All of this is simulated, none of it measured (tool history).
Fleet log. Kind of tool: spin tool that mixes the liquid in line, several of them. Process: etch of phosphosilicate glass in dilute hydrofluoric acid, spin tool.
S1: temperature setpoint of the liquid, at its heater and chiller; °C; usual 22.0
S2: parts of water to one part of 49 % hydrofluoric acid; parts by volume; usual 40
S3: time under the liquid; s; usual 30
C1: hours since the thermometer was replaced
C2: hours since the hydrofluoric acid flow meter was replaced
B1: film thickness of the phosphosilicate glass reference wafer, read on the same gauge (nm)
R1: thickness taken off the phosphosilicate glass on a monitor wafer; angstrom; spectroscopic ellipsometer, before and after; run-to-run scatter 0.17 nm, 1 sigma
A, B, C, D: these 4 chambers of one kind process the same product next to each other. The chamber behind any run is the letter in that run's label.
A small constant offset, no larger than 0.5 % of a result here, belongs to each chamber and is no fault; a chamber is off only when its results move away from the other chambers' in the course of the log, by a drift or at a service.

run   hour    S1  S2  S3      C1     C2      B1      R1
 1B    8.3  22.0  40  30  1449.0  767.4  110.01  447.89
 2A   17.3  22.0  40  30  1532.3  675.3  110.01  449.84
 3D   28.1  22.0  40  30   287.5  687.3  110.00  451.14
 4C   38.7  22.0  40  30    50.6  504.4  110.00  445.80
 5D   46.6  22.0  40  30   306.0  705.8  110.03  451.76
 6B   55.5  22.0  40  30  1496.2  814.6  110.00  448.83
 7C   65.3  22.0  40  30    77.2  531.0  110.00  446.34
 8A   75.3  22.0  40  30  1590.3  733.3  110.02  452.17
 9B   83.8  22.0  40  30  1524.5  842.9  109.99  446.77
10A   89.9  22.0  40  30  1604.9  747.9  110.03  449.57
11D   98.3  22.0  40  30   357.7  757.5  110.00  447.95
12C  106.9  24.0  60  30   118.8  572.6  110.00  317.39
13A  113.5  24.0  60  30  1628.5  771.5  109.99  315.28
14C  120.1  24.0  60  30   132.0  585.8  110.01  319.22
15D  129.8  24.0  60  30   389.2  789.0  110.00  317.35
16B  140.6  22.0  40  30  1581.3  899.7  109.99  448.52
17A  147.1  22.0  40  30  1662.1  805.1  110.01  445.73
18C  156.2  22.0  40  30   168.1  621.9  110.02  447.50
19B  163.6  22.0  40  30  1604.3  922.7  110.00  448.11
20D  168.3  22.0  40  30   427.7  827.5  109.97  450.92
21D  173.4  22.0  40  30   432.8  832.6  110.01  450.47
22A  181.4  23.5  40  15  1696.4  839.4  109.99  234.71
23B  189.6  23.5  40  15  1630.3  948.7  110.00  238.20
24C  198.8  23.5  40  15   210.7  664.5  109.98  235.61
25D  206.8  23.5  40  15   466.2  866.0  109.99  238.91
26C  215.7  22.0  40  30   227.6  681.4  109.99  447.40
     217.4  -- chamber B: hydrofluoric acid flow meter replaced
27A  223.9  22.0  40  30  1738.9  881.9  109.99  437.62
28B  232.1  22.0  40  30  1672.8   14.7  110.01  447.83
29A  241.0  22.0  40  30  1756.0  899.0  110.01  435.62
30D  246.6  22.0  40  30   506.0  905.8  110.00  453.87
31B  252.9  22.0  40  30  1693.6   35.5  110.03  450.12
32C  261.3  22.0  40  30   273.2  727.0  110.02  447.14

Predict what each chamber gives when all 4 of them run the settings below next.
33A  269.2  22.0  50  30               ?
33B  269.2  22.0  50  30               ?
33C  269.2  22.0  50  30               ?
33D  269.2  22.0  50  30               ?

run      R1
33A  341.47
33B  355.09
33C  354.31
33D  354.09
